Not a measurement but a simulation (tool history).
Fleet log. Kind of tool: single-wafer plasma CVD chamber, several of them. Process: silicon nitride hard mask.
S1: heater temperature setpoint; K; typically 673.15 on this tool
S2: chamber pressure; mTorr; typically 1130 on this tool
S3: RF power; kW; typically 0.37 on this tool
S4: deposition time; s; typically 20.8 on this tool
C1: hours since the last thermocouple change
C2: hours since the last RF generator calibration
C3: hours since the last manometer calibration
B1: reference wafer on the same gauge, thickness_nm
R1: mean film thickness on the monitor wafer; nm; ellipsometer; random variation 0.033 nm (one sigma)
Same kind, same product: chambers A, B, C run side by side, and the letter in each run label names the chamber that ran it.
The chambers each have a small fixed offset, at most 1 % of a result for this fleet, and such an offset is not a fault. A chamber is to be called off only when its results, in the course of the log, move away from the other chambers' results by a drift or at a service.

| run | day | S1 | S2 | S3 | S4 | C1 | C2 | C3 | B1 | R1 |
|---|---|---|---|---|---|---|---|---|---|---|
| 1C | 0.092 | 673.15 | 1130 | 0.37 | 20.8 | 157.1 | 745.6 | 1200.8 | 26.804 | 24.65 |
| 2B | 0.246 | 673.15 | 1130 | 0.37 | 20.8 | 270 | 447.8 | 171.5 | 26.802 | 24.601 |
| 3A | 0.342 | 673.15 | 1130 | 0.37 | 20.8 | 449.7 | 178.4 | 212.7 | 26.789 | 24.496 |
| 4C | 0.533 | 673.15 | 1130 | 0.37 | 20.8 | 167.7 | 756.2 | 1211.4 | 26.792 | 24.602 |
| 5A | 0.712 | 686.15 | 1040 | 0.37 | 20.8 | 458.6 | 187.3 | 221.6 | 26.788 | 23.681 |
| 6B | 0.912 | 686.15 | 1040 | 0.37 | 20.8 | 286 | 463.8 | 187.5 | 26.792 | 23.75 |
| 7A | 1.046 | 686.15 | 1040 | 0.37 | 20.8 | 466.6 | 195.3 | 229.6 | 26.774 | 23.628 |
| 8B | 1.167 | 673.15 | 1130 | 0.37 | 20.8 | 292.1 | 469.9 | 193.6 | 26.775 | 24.572 |
| 9C | 1.3 | 673.15 | 1130 | 0.37 | 20.8 | 186.1 | 774.6 | 1229.8 | 26.773 | 24.575 |
| 10A | 1.446 | 673.15 | 1130 | 0.37 | 20.8 | 476.2 | 204.9 | 239.2 | 26.768 | 24.47 |
| 11C | 1.542 | 673.15 | 1130 | 0.37 | 20.8 | 191.9 | 780.4 | 1235.6 | 26.767 | 24.604 |
| 12B | 1.738 | 673.15 | 1130 | 0.37 | 20.8 | 305.8 | 483.6 | 207.3 | 26.765 | 24.502 |
| 13B | 1.867 | 673.15 | 1130 | 0.37 | 20.8 | 308.9 | 486.7 | 210.4 | 26.759 | 24.561 |
| 14C | 1.988 | 673.15 | 1130 | 0.37 | 20.8 | 202.6 | 791.1 | 1246.3 | 26.762 | 24.624 |
| 15A | 2.158 | 673.15 | 1130 | 0.37 | 20.8 | 493.3 | 222 | 256.3 | 26.76 | 24.481 |
| 16B | 2.258 | 673.15 | 1130 | 0.37 | 20.8 | 318.3 | 496.1 | 219.8 | 26.745 | 24.533 |
| 17C | 2.408 | 673.15 | 1260 | 0.41 | 20.8 | 212.7 | 801.2 | 1256.4 | 26.747 | 27.077 |
| 18A | 2.55 | 673.15 | 1260 | 0.41 | 20.8 | 502.7 | 231.4 | 265.7 | 26.746 | 26.917 |
| 19C | 2.675 | 673.15 | 1260 | 0.41 | 20.8 | 219.1 | 807.6 | 1262.8 | 26.744 | 27.109 |
| 20A | 2.767 | 673.15 | 1130 | 0.37 | 20.8 | 507.9 | 236.6 | 270.9 | 26.736 | 24.47 |
| 21B | 2.908 | 673.15 | 1130 | 0.37 | 20.8 | 333.9 | 511.7 | 235.4 | 26.739 | 24.543 |
| 22C | 3.071 | 673.15 | 1130 | 0.37 | 20.8 | 228.6 | 817.1 | 1272.3 | 26.725 | 24.54 |
| 23B | 3.212 | 673.15 | 1130 | 0.37 | 20.8 | 341.2 | 519 | 242.7 | 26.724 | 24.57 |
| 24A | 3.304 | 673.15 | 1130 | 0.37 | 20.8 | 520.8 | 249.5 | 283.8 | 26.72 | 24.446 |
| 25C | 3.454 | 673.15 | 1130 | 0.37 | 20.8 | 237.8 | 826.3 | 1281.5 | 26.726 | 24.562 |
| 26A | 3.638 | 673.15 | 1130 | 0.37 | 20.8 | 528.8 | 257.5 | 291.8 | 26.708 | 24.41 |
| 27B | 3.762 | 673.15 | 1130 | 0.37 | 20.8 | 354.4 | 532.2 | 255.9 | 26.718 | 24.487 |
| 28C | 3.958 | 673.15 | 1130 | 0.37 | 20.8 | 249.9 | 838.4 | 1293.6 | 26.716 | 24.624 |
| 29B | 4.125 | 673.15 | 1130 | 0.37 | 20.8 | 363.1 | 540.9 | 264.6 | 26.706 | 24.547 |
| 30A | 4.275 | 673.15 | 1130 | 0.37 | 20.8 | 544.1 | 272.8 | 307.1 | 26.71 | 24.443 |
| 31A | 4.442 | 673.15 | 1130 | 0.37 | 20.8 | 548.1 | 276.8 | 311.1 | 26.7 | 24.419 |
| 32C | 4.646 | 673.15 | 1130 | 0.37 | 20.8 | 266.4 | 854.9 | 1310.1 | 26.701 | 24.568 |
| 33B | 4.75 | 673.15 | 1130 | 0.37 | 20.8 | 378.1 | 555.9 | 279.6 | 26.696 | 24.484 |
| 34B | 4.888 | 673.15 | 1130 | 0.37 | 20.8 | 381.4 | 559.2 | 282.9 | 26.695 | 24.553 |
| 35A | 5.054 | 673.15 | 1130 | 0.37 | 20.8 | 562.8 | 291.5 | 325.8 | 26.687 | 24.341 |
| 36C | 5.246 | 673.15 | 1130 | 0.37 | 20.8 | 280.8 | 869.3 | 1324.5 | 26.685 | 24.614 |
| 37C | 5.4 | 673.15 | 1130 | 0.37 | 20.8 | 284.5 | 873 | 1328.2 | 26.672 | 24.539 |
| 38A | 5.562 | 673.15 | 1130 | 0.37 | 20.8 | 575 | 303.7 | 338 | 26.678 | 24.394 |
| 39B | 5.667 | 673.15 | 1130 | 0.37 | 20.8 | 400.1 | 577.9 | 301.6 | 26.678 | 24.412 |
| 40A | 5.838 | 673.15 | 1130 | 0.37 | 20.8 | 581.6 | 310.3 | 344.6 | 26.67 | 24.438 |
| 41C | 5.938 | 673.15 | 1130 | 0.37 | 20.8 | 297.4 | 885.9 | 1341.1 | 26.662 | 24.582 |
| 42B | 6.117 | 673.15 | 1130 | 0.37 | 20.8 | 410.9 | 588.7 | 312.4 | 26.673 | 24.47 |
| 43B | 6.212 | 673.15 | 1130 | 0.37 | 20.8 | 413.2 | 591 | 314.7 | 26.658 | 24.489 |
| 44A | 6.379 | 673.15 | 1130 | 0.37 | 20.8 | 594.6 | 323.3 | 357.6 | 26.657 | 24.363 |

Is one chamber off against the others, does the gauge drift, or is nothing wrong? If a chamber is off, say which, and what the likeliest cause is.

None of the chambers is off. What moves is the gauge, dragging all their readings along together.
Most likely cause: gauge reads low (%) = 0.543.

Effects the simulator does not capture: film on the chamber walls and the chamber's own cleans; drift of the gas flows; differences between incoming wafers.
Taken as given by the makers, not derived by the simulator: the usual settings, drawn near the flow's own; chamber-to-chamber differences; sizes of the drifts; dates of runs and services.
